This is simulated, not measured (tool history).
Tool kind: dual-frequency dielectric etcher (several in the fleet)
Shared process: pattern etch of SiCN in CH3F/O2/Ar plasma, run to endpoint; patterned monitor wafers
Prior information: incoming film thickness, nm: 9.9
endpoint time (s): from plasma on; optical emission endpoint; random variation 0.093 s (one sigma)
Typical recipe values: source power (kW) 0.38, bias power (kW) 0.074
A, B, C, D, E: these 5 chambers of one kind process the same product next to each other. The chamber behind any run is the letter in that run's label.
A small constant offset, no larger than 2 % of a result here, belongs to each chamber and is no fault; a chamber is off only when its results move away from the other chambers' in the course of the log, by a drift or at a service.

run   hour  source power (kW)  bias power (kW)  hours since the last wet clean  hours since the last source power generator calibration  hours since the last bias power generator calibration  endpoint time (s)
 1C    9.3               0.38            0.074                            66.2                                                    283.4                                                 2470.1              26.36
 2B   14.7               0.38            0.074                           388.6                                                   5073.8                                                   1851             26.986
 3E   22.3               0.38            0.074                           276.2                                                   1017.9                                                  940.4             26.452
      30.9  -- chamber B: source power generator calibrated
 4D   31.3               0.38            0.074                            36.2                                                    841.7                                                    706             26.303
 5A   39.7               0.38            0.074                           384.3                                                   1340.3                                                 1371.2             26.372
 6A     48               0.38            0.074                           392.6                                                   1348.6                                                 1379.5             26.478
 7C   53.9               0.38            0.074                           110.8                                                      328                                                 2514.7             26.355
 8B   62.5               0.35            0.061                           436.4                                                     31.6                                                 1898.8             29.838
 9D   67.1               0.35            0.061                              72                                                    877.5                                                  741.8             28.864
10E   75.5               0.35            0.061                           329.4                                                   1071.1                                                  993.6             29.276
11B   81.9               0.35            0.061                           455.8                                                       51                                                 1918.2              29.78
      86.4  -- chamber A: wet clean of the chamber
12C   90.7               0.35            0.061                           147.6                                                    364.8                                                 2551.5             29.176
13A  100.3               0.41            0.066                            13.9                                                   1400.9                                                 1431.8             26.825
14E    106               0.41            0.066                           359.9                                                   1101.6                                                 1024.1             26.705
15D  111.4               0.41            0.066                           116.3                                                    921.8                                                  786.1             26.559
16C  120.5               0.41            0.066                           177.4                                                    394.6                                                 2581.3             26.726
17E  127.3               0.41            0.066                           381.2                                                   1122.9                                                 1045.4             26.869
18B  133.3               0.43            0.085                           507.2                                                    102.4                                                 1969.6             24.585
19D  141.5               0.43            0.085                           146.4                                                    951.9                                                  816.2              23.74
20A  146.6               0.43            0.085                            60.2                                                   1447.2                                                 1478.1             23.897
21A  151.9               0.43            0.085                            65.5                                                   1452.5                                                 1483.4             24.033
22E    160               0.43            0.085                           413.9                                                   1155.6                                                 1078.1             24.181
     162.7  -- chamber E: wet clean of the chamber
     163.1  -- chamber A: source power generator calibrated
23D  167.1               0.38            0.074                             172                                                    977.5                                                  841.8             26.199
24B  176.8               0.38            0.074                           550.7                                                    145.9                                                 2013.1             26.989
25C  184.4               0.38            0.074                           241.3                                                    458.5                                                 2645.2              26.31
26C  192.4               0.38            0.074                           249.3                                                    466.5                                                 2653.2             26.256
     199.4  -- chamber B: wet clean of the chamber
27A  200.9               0.38            0.074                           114.5                                                     37.9                                                 1532.4             26.546
28E  206.3               0.38            0.074                            43.6                                                   1201.9                                                 1124.4             27.399
29B    214               0.38            0.074                            14.7                                                    183.1                                                 2050.3              27.03
30D  223.8               0.38            0.074                           228.7                                                   1034.2                                                  898.5             26.305
31C  233.7               0.38            0.074                           290.6                                                    507.8                                                 2694.5             26.505
32B  239.7               0.38            0.074                            40.4                                                    208.8                                                   2076             26.811
33E  244.5               0.38            0.074                            81.8                                                   1240.1                                                 1162.6              27.24
34D  249.9               0.34            0.074                           254.8                                                   1060.3                                                  924.6             27.129
35A  258.4               0.34            0.074                             172                                                     95.4                                                 1589.9              27.63
36C  263.1               0.34            0.074                             320                                                    537.2                                                 2723.9             27.609
37E  271.3               0.34            0.074                           108.6                                                   1266.9                                                 1189.4             28.446
38B    280               0.34            0.074                            80.7                                                    249.1                                                 2116.3             28.234
39D  289.5               0.38            0.074                           294.4                                                   1099.9                                                  964.2             26.007
40A  297.5               0.38            0.074                           211.1                                                    134.5                                                   1629             26.442

Each of the 5 chambers runs these same settings next. Fill in every chamber's results:
41A  304.7               0.38             0.06                                                                                                                                                                  ?
41B  304.7               0.38             0.06                                                                                                                                                                  ?
41C  304.7               0.38             0.06                                                                                                                                                                  ?
41D  304.7               0.38             0.06                                                                                                                                                                  ?
41E  304.7               0.38             0.06                                                                                                                                                                  ?

run  endpoint time (s)
41A             28.314
41B             29.203
41C             28.319
41D             28.271
41E             29.548
